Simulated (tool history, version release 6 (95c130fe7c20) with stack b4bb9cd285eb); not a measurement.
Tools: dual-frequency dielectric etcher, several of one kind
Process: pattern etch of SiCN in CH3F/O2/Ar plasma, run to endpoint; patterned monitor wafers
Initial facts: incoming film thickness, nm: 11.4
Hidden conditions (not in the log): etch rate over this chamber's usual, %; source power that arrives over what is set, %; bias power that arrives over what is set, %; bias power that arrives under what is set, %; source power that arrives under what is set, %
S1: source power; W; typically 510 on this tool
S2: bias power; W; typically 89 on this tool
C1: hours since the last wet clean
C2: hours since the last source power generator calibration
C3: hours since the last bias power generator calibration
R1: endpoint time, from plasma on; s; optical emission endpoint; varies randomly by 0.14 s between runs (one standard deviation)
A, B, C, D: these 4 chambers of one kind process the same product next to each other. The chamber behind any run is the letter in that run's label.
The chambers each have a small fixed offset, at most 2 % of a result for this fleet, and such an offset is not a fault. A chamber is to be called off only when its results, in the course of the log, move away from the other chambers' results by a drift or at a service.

run   hour   S1  S2     C1      C2      C3      R1
 1D   15.9  510  89  383.2    2164   542.6  25.817
      18.5  -- chamber A: wet clean of the chamber
 2B   25.4  510  89  258.7  2226.3  1131.7  25.783
 3A   34.9  510  89   16.5  2106.5    92.7  25.736
      43.5  -- chamber A: source power generator calibrated
 4C   49.1  510  89  279.7     358   198.1  25.307
 5B   65.6  510  89  298.9  2266.5  1171.9  25.517
 6C   73.7  610  82  304.3   382.6   222.7  24.401
 7D   85.7  610  82    453  2233.8   612.4  24.643
 8A   93.3  610  82   74.9    49.8   151.1  25.113
 9A  105.6  610  82   87.2    62.1   163.4  24.965
10B  114.9  510  89  348.2  2315.8  1221.2  25.676
11C    130  510  89  360.6   438.9     279  25.251
     132.9  -- chamber D: wet clean of the chamber
12D  139.7  510  89    6.9  2287.8   666.4  25.614
13B  152.3  510  89  385.6  2353.2  1258.6  25.359
14A  168.1  510  89  149.7   124.6   225.9  25.901
15D  178.6  550  89   45.8  2326.7   705.3  24.795
16C  188.5  550  89  419.1   497.4   337.5  24.404
17C  200.8  550  89  431.4   509.7   349.8  24.739
18A  216.3  550  89  197.9   172.8   274.1  25.209
19B  229.9  510  89  463.2  2430.8  1336.2  25.522
20D  241.9  510  89  109.1    2390   768.6  25.795
21C  249.6  510  89  480.2   558.5   398.6  25.203
22B  264.1  570  76  497.4    2465  1370.4  25.798
     271.8  -- chamber B: source power generator calibrated
23A  275.6  570  76  257.2   232.1   333.4  26.336
24D  284.8  570  76    152  2432.9   811.5  25.948
25A  298.7  570  76  280.3   255.2   356.5  26.193
26B  307.7  510  89    541      36    1414  25.648
27C  319.3  510  89  549.9   628.2   468.3  25.397

Each of the 4 chambers runs these same settings next. Fill in every chamber's results:
28A  331.2  610  89               ?
28B  331.2  610  89               ?
28C  331.2  610  89               ?
28D  331.2  610  89               ?

run      R1
28A  24.143
28B  23.996
28C  23.701
28D  24.204
